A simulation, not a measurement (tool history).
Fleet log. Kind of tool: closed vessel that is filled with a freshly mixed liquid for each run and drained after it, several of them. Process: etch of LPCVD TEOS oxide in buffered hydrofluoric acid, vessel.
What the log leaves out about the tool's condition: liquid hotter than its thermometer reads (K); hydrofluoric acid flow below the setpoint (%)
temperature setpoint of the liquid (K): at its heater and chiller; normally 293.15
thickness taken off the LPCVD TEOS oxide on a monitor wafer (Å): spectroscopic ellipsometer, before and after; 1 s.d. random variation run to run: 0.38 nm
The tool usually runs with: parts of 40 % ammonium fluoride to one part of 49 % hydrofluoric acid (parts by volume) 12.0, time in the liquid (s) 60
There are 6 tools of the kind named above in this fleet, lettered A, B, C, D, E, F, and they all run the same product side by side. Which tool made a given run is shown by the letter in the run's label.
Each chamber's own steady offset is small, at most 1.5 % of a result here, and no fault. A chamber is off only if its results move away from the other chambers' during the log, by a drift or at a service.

| run | hour | temperature setpoint of the liquid (K) | parts of 40 % ammonium fluoride to one part of 49 % hydrofluoric acid (parts by volume) | time in the liquid (s) | hours since the thermometer was replaced | hours since the hydrofluoric acid flow meter was replaced | read-back film thickness of the LPCVD TEOS oxide reference wafer, read on the same gauge (nm) | thickness taken off the LPCVD TEOS oxide on a monitor wafer (Å) |
|---|---|---|---|---|---|---|---|---|
| 1B | 12.6 | 293.15 | 12.0 | 60 | 1760.5 | 227.2 | 90.005 | 810.29 |
|  | 21.7 | chamber C: hydrofluoric acid flow meter replaced |
| 2A | 26.0 | 293.15 | 12.0 | 60 | 1008.8 | 54.2 | 90.013 | 816.24 |
| 3C | 35.7 | 293.15 | 12.0 | 60 | 788.8 | 14.1 | 90.000 | 798.61 |
| 4F | 50.2 | 293.15 | 12.0 | 60 | 861.6 | 1978.2 | 89.985 | 805.61 |
| 5E | 64.8 | 293.15 | 12.0 | 40 | 85.3 | 1945.8 | 89.978 | 534.72 |
| 6D | 71.7 | 293.15 | 12.0 | 40 | 576.8 | 1190.2 | 89.999 | 541.67 |
| 7B | 83.8 | 293.15 | 12.0 | 40 | 1831.7 | 298.4 | 89.986 | 534.39 |
| 8A | 94.1 | 293.15 | 12.0 | 40 | 1076.9 | 122.3 | 90.000 | 539.95 |
| 9D | 105.9 | 293.15 | 12.0 | 40 | 611.0 | 1224.4 | 89.990 | 538.79 |
| 10E | 113.9 | 293.15 | 12.0 | 40 | 134.4 | 1994.9 | 90.003 | 533.22 |
| 11F | 122.8 | 293.15 | 12.0 | 60 | 934.2 | 2050.8 | 89.999 | 809.46 |
| 12C | 130.1 | 293.15 | 12.0 | 60 | 883.2 | 108.5 | 90.002 | 805.59 |
| 13D | 141.4 | 293.15 | 12.0 | 60 | 646.5 | 1259.9 | 90.011 | 810.75 |
| 14E | 150.1 | 290.65 | 12.0 | 95 | 170.6 | 2031.1 | 90.005 | 1100.70 |
| 15C | 161.7 | 290.65 | 12.0 | 95 | 914.8 | 140.1 | 89.998 | 1094.80 |
|  | 162.5 | chamber D: thermometer replaced |
| 16A | 170.3 | 290.65 | 12.0 | 95 | 1153.1 | 198.5 | 90.001 | 1119.10 |
|  | 181.9 | chamber E: hydrofluoric acid flow meter replaced |
| 17B | 183.6 | 290.65 | 12.0 | 95 | 1931.5 | 398.2 | 89.993 | 1109.10 |
| 18F | 190.6 | 290.65 | 12.0 | 95 | 1002.0 | 2118.6 | 90.009 | 1103.60 |
| 19F | 202.2 | 290.65 | 12.0 | 95 | 1013.6 | 2130.2 | 90.006 | 1111.40 |
| 20D | 215.5 | 293.15 | 12.0 | 60 | 53.1 | 1334.0 | 90.007 | 801.08 |
|  | 219.7 | chamber F: hydrofluoric acid flow meter replaced |
| 21C | 228.5 | 293.15 | 12.0 | 60 | 981.6 | 206.9 | 90.004 | 799.13 |
| 22A | 242.9 | 293.15 | 12.0 | 60 | 1225.7 | 271.1 | 90.013 | 810.75 |
| 23B | 252.8 | 293.15 | 12.0 | 60 | 2000.7 | 467.4 | 89.993 | 801.70 |
| 24E | 259.3 | 290.65 | 13.5 | 60 | 279.8 | 77.5 | 89.992 | 623.16 |
| 25F | 266.8 | 290.65 | 13.5 | 60 | 1078.2 | 47.2 | 89.997 | 626.62 |
| 26C | 274.3 | 290.65 | 13.5 | 60 | 1027.4 | 252.7 | 89.997 | 616.86 |
| 27B | 282.0 | 290.65 | 13.5 | 60 | 2029.9 | 496.6 | 90.002 | 621.76 |
|  | 291.2 | chamber B: hydrofluoric acid flow meter replaced |
| 28A | 295.0 | 290.65 | 13.5 | 60 | 1277.8 | 323.2 | 90.003 | 623.29 |
| 29D | 305.1 | 290.65 | 13.5 | 60 | 142.7 | 1423.6 | 90.003 | 629.31 |
| 30E | 318.9 | 290.15 | 12.0 | 80 | 339.4 | 137.1 | 89.994 | 904.92 |
| 31A | 329.6 | 290.15 | 12.0 | 80 | 1312.4 | 357.8 | 89.998 | 920.51 |
| 32B | 340.5 | 290.15 | 12.0 | 80 | 2088.4 | 49.3 | 90.017 | 898.06 |
| 33E | 352.1 | 290.15 | 12.0 | 80 | 372.6 | 170.3 | 90.008 | 903.51 |
| 34D | 363.5 | 290.15 | 12.0 | 80 | 201.1 | 1482.0 | 90.002 | 912.26 |
| 35C | 376.8 | 290.15 | 12.0 | 80 | 1129.9 | 355.2 | 89.983 | 902.76 |
| 36F | 389.2 | 297.15 | 12.0 | 60 | 1200.6 | 169.6 | 89.992 | 1015.80 |
| 37F | 403.6 | 297.15 | 12.0 | 60 | 1215.0 | 184.0 | 90.001 | 1012.80 |
| 38E | 412.1 | 297.15 | 12.0 | 60 | 432.6 | 230.3 | 89.981 | 1004.30 |
| 39A | 423.6 | 297.15 | 12.0 | 60 | 1406.4 | 451.8 | 90.003 | 1021.10 |
| 40C | 436.7 | 297.15 | 12.0 | 60 | 1189.8 | 415.1 | 89.995 | 997.38 |
| 41B | 449.7 | 297.15 | 12.0 | 60 | 2197.6 | 158.5 | 90.009 | 1008.80 |
| 42D | 459.2 | 293.15 | 12.0 | 60 | 296.8 | 1577.7 | 90.009 | 815.26 |
| 43C | 470.6 | 293.15 | 12.0 | 60 | 1223.7 | 449.0 | 90.010 | 803.35 |

One chamber off, gauge drift, or nothing amiss beyond the chambers' own small offsets? If it is a chamber, which one, and what is the likeliest cause?

Beyond each chamber's small constant offset nothing stands out, and the gauge stays steady.
